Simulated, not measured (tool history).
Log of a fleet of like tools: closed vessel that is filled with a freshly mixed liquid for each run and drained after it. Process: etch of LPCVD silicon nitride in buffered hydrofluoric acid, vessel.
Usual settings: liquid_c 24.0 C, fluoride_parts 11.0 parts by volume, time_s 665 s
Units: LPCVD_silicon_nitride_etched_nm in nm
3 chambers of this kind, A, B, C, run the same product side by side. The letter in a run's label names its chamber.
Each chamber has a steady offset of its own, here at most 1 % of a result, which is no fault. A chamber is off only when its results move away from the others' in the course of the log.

run	hour	liquid_c	fluoride_parts	time_s	read-back film thickness of the LPCVD silicon nitride reference wafer, read on the same gauge (nm)	LPCVD_silicon_nitride_etched_nm
1C	9.6	24.0	11.0	665	99.997	7.4238
2B	16.0	24.0	11.0	665	99.997	7.5633
# hour 19.5: chamber A: thermometer replaced
3A	21.7	24.0	11.0	665	99.989	7.4963
4A	27.6	24.0	11.0	665	100.030	7.4600
5C	36.2	24.0	11.0	665	99.982	7.4351
# hour 41.4: chamber C: hydrofluoric acid flow meter replaced
6B	42.5	24.0	11.0	665	99.985	7.5672
7C	48.5	24.0	11.0	665	99.981	7.3958
8B	58.6	24.0	11.0	665	100.010	7.5375
9A	66.4	24.0	11.0	665	99.978	7.3700
10B	72.6	24.0	11.0	665	100.000	7.6163
11C	82.4	24.0	11.0	665	99.990	7.4636
12A	90.5	24.0	11.0	665	99.996	7.5192
13C	99.6	24.0	11.0	800	99.980	9.0088
14B	105.8	24.0	11.0	800	100.030	9.1817
15A	110.8	24.0	11.0	800	99.971	8.9018
16C	120.6	24.0	11.0	665	100.010	7.4729
17B	128.1	24.0	11.0	665	100.040	7.7042
18A	134.4	24.0	8.5	665	100.020	9.1489
19A	140.2	24.0	8.5	665	99.969	9.1224
20B	147.9	24.0	8.5	665	99.961	9.6820
21C	157.4	24.0	11.0	665	100.010	7.5482
22C	163.1	24.0	11.0	665	99.982	7.5060
23B	168.4	24.0	11.0	665	99.988	7.8432
24A	174.0	24.0	11.0	665	99.981	7.3397
25A	180.5	24.0	11.0	665	100.000	7.4217
26C	189.4	24.0	11.0	665	100.040	7.5194
27B	199.8	24.0	11.0	665	99.995	7.8142
28C	207.9	24.0	11.0	665	100.020	7.4522
29A	214.3	24.0	11.0	665	100.000	7.3902
30B	222.6	24.0	11.0	665	99.985	7.8954
31B	229.9	27.5	11.0	370	99.954	5.3043
32A	238.9	27.5	11.0	370	100.030	5.0423
33C	244.4	27.5	11.0	370	99.974	5.0428
34C	253.1	24.0	11.0	665	100.020	7.5271
35B	260.2	24.0	11.0	665	100.010	8.0545
36A	267.9	24.0	11.0	665	100.010	7.4466
37C	275.9	24.0	11.0	665	99.995	7.4928
38A	285.8	27.0	11.0	540	100.000	7.0896
39B	292.2	27.0	11.0	540	100.010	7.7395
40A	297.1	27.0	11.0	540	100.020	6.9979
41C	305.4	24.0	11.0	665	99.995	7.4396

All 3 chambers run these settings next. Forecast each chamber's results:
42A	312.9	24.0	11.0	665		?
42B	312.9	24.0	11.0	665		?
42C	312.9	24.0	11.0	665		?

run	LPCVD_silicon_nitride_etched_nm
42A	7.4329
42B	8.0194
42C	7.4612

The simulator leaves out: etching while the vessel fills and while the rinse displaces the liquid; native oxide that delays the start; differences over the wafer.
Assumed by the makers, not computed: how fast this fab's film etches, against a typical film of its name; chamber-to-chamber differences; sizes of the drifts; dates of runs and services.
